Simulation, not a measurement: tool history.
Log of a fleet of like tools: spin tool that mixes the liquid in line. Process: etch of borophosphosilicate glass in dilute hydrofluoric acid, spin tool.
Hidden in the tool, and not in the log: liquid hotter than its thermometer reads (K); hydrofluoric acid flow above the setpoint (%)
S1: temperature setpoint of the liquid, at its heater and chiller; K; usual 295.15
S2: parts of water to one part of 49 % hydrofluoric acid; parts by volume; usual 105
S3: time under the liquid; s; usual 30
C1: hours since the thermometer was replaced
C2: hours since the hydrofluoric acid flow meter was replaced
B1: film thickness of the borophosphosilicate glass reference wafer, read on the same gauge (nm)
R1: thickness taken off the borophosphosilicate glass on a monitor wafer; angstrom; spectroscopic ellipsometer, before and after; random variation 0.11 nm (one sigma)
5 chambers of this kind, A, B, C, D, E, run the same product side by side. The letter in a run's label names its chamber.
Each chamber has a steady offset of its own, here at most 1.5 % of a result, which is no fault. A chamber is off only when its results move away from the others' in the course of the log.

run   hour      S1   S2  S3      C1      C2      B1      R1
 1B     12  295.15  105  30   332.1    21.3  80.033  130.87
 2A   27.1  295.15  105  30   903.5     225  79.995  129.63
 3C   38.4  295.15  105  30     554   867.7  79.993  132.68
      38.7  -- chamber E: hydrofluoric acid flow meter replaced
 4D   47.3  295.15  105  30   840.8   740.3  79.993  132.93
 5E   54.9  295.15  105  30  1405.5    16.2   79.96  129.33
 6A     68  295.15  105  30   944.4   265.9  79.971  129.77
 7D   77.6  295.15  105  30   871.1   770.6  80.001  131.85
 8E   90.7  295.15  105  30  1441.3      52  79.987  131.33
 9C  104.9  295.15  105  30   620.5   934.2  79.981  133.24
10B    118  295.15  150  30   438.1   127.3  80.009  85.975
11A    134  295.15  150  30  1010.4   331.9  79.984  86.075
12D  149.6  295.15  150  30   943.1   842.6  79.987  87.895
13B  162.2  295.15  150  30   482.3   171.5  80.015  85.283
14C  169.7  295.15  150  30   685.3     999  79.981  88.035
15E  176.6  295.15  105  30  1527.2   137.9  79.975     129
16D  188.1  295.15  105  30   981.6   881.1  79.959  133.25
17B  196.9  295.15  105  30     517   206.2  79.988  129.27
18E  208.1  295.15  105  30  1558.7   169.4  80.015  130.22
19A  221.5  299.15  105  30  1097.9   419.4  80.047  153.28
20C  231.2  299.15  105  30   746.8  1060.5  79.947  156.19
     232.5  -- chamber C: hydrofluoric acid flow meter replaced
21C  242.1  299.15  105  30   757.7     9.6  79.975  158.41
22B  254.2  299.15  105  30   574.3   263.5  80.044  153.07
     266.4  -- chamber D: hydrofluoric acid flow meter replaced
23D  269.9  299.15  105  30  1063.4     3.5  80.015  153.79
24E  285.7  295.15  105  40  1636.3     247  79.992  175.81
25A  296.3  295.15  105  40  1172.7   494.2  80.022  174.15
26A  311.9  295.15  105  40  1188.3   509.8  80.018  173.72
27C  327.9  295.15  105  40   843.5    95.4  80.015  182.26
28E  335.7  295.15  105  40  1686.3     297   80.05  177.14
29B  343.2  295.15  105  30   663.3   352.5   79.99  129.57
30D    352  295.15  105  30  1145.5    85.6  80.017  134.48
31A  361.2  295.15  105  30  1237.6   559.1  80.021  128.06
32D  372.2  295.15  105  30  1165.7   105.8  79.974   133.4
33C  382.5  295.15  105  30   898.1     150  79.992  135.91
34B  398.5  295.15  105  30   718.6   407.8  79.972  130.29

What goes on in this fleet: one chamber off, a drifting gauge, or nothing beyond the chambers' own small offsets? Name the chamber and the cause, if any.

Chamber C drifts away from the others.
Cause: liquid hotter than its thermometer reads (K) = 1.29.

Here are 4 candidates for chamber C's next run, each the usual settings with a change, their results left as question marks. Which one brings its results back in line with what the others give on the usual settings?
In line means no further than this from the other chambers' mean on the usual settings: R1 3.8 angstrom
35C-1   410  295.15  100  30               ?
35C-2   410  297.65  105  30               ?
35C-3   410  292.65  105  30               ?
35C-4   410  295.15  110  30               ?

The other chambers' mean on the usual settings: R1 131.35 angstrom
  run      R1
35C-1  145.98
35C-2  152.23
35C-3   125.2
35C-4  131.14
35C-4 brings the chamber back in line.

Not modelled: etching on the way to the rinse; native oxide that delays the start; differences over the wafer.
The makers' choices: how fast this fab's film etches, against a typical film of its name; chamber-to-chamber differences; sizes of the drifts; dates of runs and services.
